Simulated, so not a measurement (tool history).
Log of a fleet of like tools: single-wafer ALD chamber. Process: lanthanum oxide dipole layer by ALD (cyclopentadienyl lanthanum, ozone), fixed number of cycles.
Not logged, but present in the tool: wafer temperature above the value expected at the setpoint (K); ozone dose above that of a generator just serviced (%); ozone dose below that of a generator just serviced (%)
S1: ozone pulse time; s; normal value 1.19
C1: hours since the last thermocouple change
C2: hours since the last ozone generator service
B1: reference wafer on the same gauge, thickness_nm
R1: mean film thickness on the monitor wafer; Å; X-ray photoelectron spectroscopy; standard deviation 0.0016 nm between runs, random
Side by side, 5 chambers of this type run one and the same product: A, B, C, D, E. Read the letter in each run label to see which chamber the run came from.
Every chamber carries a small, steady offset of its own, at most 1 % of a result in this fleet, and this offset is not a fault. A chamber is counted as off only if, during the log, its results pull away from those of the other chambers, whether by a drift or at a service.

run 1D hour=6.0 | S1=1.19 | C1=715.4 C2=1081.2 | B1=0.57306 | R1=5.2387
run 2B hour=12.9 | S1=1.19 | C1=43.9 C2=30.4 | B1=0.57293 | R1=5.2162
run 3C hour=16.3 | S1=1.19 | C1=890.1 C2=20.8 | B1=0.57316 | R1=5.2505
run 4E hour=23.6 | S1=1.19 | C1=81.4 C2=1642.9 | B1=0.57269 | R1=5.2833
run 5A hour=29.0 | S1=1.19 | C1=2024.1 C2=593.5 | B1=0.57334 | R1=5.2073
run 6A hour=33.5 | S1=0.83 | C1=2028.6 C2=598.0 | B1=0.57294 | R1=4.6561
run 7B hour=40.6 | S1=0.83 | C1=71.6 C2=58.1 | B1=0.57300 | R1=4.6923
run 8D hour=45.2 | S1=0.83 | C1=754.6 C2=1120.4 | B1=0.57297 | R1=4.6910
run 9C hour=50.6 | S1=0.83 | C1=924.4 C2=55.1 | B1=0.57375 | R1=4.6729
run 10E hour=56.2 | S1=0.83 | C1=114.0 C2=1675.5 | B1=0.57265 | R1=4.7208
run 11A hour=63.6 | S1=1.19 | C1=2058.7 C2=628.1 | B1=0.57323 | R1=5.2178
run 12B hour=68.4 | S1=1.19 | C1=99.4 C2=85.9 | B1=0.57274 | R1=5.2386
run 13E hour=73.3 | S1=1.19 | C1=131.1 C2=1692.6 | B1=0.57270 | R1=5.3028
run 14C hour=76.6 | S1=1.19 | C1=950.4 C2=81.1 | B1=0.57326 | R1=5.2595
run 15D hour=81.0 | S1=1.19 | C1=790.4 C2=1156.2 | B1=0.57295 | R1=5.2395
run 16E hour=86.5 | S1=1.19 | C1=144.3 C2=1705.8 | B1=0.57281 | R1=5.2838
run 17C hour=90.0 | S1=1.19 | C1=963.8 C2=94.5 | B1=0.57291 | R1=5.2507
run 18B hour=97.7 | S1=1.19 | C1=128.7 C2=115.2 | B1=0.57309 | R1=5.2561
run 19A hour=105.3 | S1=1.19 | C1=2100.4 C2=669.8 | B1=0.57317 | R1=5.1992
run 20D hour=112.9 | S1=1.19 | C1=822.3 C2=1188.1 | B1=0.57298 | R1=5.2543
run 21C hour=118.5 | S1=1.45 | C1=992.3 C2=123.0 | B1=0.57299 | R1=5.4682
run 22D hour=122.1 | S1=1.45 | C1=831.5 C2=1197.3 | B1=0.57303 | R1=5.4817
run 23A hour=128.4 | S1=1.45 | C1=2123.5 C2=692.9 | B1=0.57289 | R1=5.4369
run 24E hour=132.8 | S1=1.45 | C1=190.6 C2=1752.1 | B1=0.57336 | R1=5.5277
run 25B hour=136.3 | S1=1.45 | C1=167.3 C2=153.8 | B1=0.57323 | R1=5.4871
run 26E hour=142.5 | S1=0.88 | C1=200.3 C2=1761.8 | B1=0.57328 | R1=4.8141
run 27B hour=149.8 | S1=0.88 | C1=180.8 C2=167.3 | B1=0.57302 | R1=4.7839
run 28D hour=156.6 | S1=0.88 | C1=866.0 C2=1231.8 | B1=0.57321 | R1=4.7667
run 29C hour=161.8 | S1=0.88 | C1=1035.6 C2=166.3 | B1=0.57267 | R1=4.7956
-- hour=164.9 chamber E: ozone generator serviced
run 30A hour=169.0 | S1=0.88 | C1=2164.1 C2=733.5 | B1=0.57295 | R1=4.7523
run 31C hour=173.0 | S1=1.19 | C1=1046.8 C2=177.5 | B1=0.57257 | R1=5.2835
-- hour=176.0 chamber A: thermocouple changed; heater temperature recalibrated
run 32E hour=179.0 | S1=1.19 | C1=236.8 C2=14.1 | B1=0.57339 | R1=5.2738
run 33D hour=186.5 | S1=1.19 | C1=895.9 C2=1261.7 | B1=0.57327 | R1=5.2524
run 34A hour=193.2 | S1=1.19 | C1=17.3 C2=757.7 | B1=0.57290 | R1=5.1976

Has any chamber moved away from the others, gradually or after a service, or does the common gauge drift, or do the chambers differ only by their own small steady offsets? State the chamber and the most likely cause if one applies.

The fleet is healthy, with each chamber sitting at its usual small offset and no drift in the gauge.
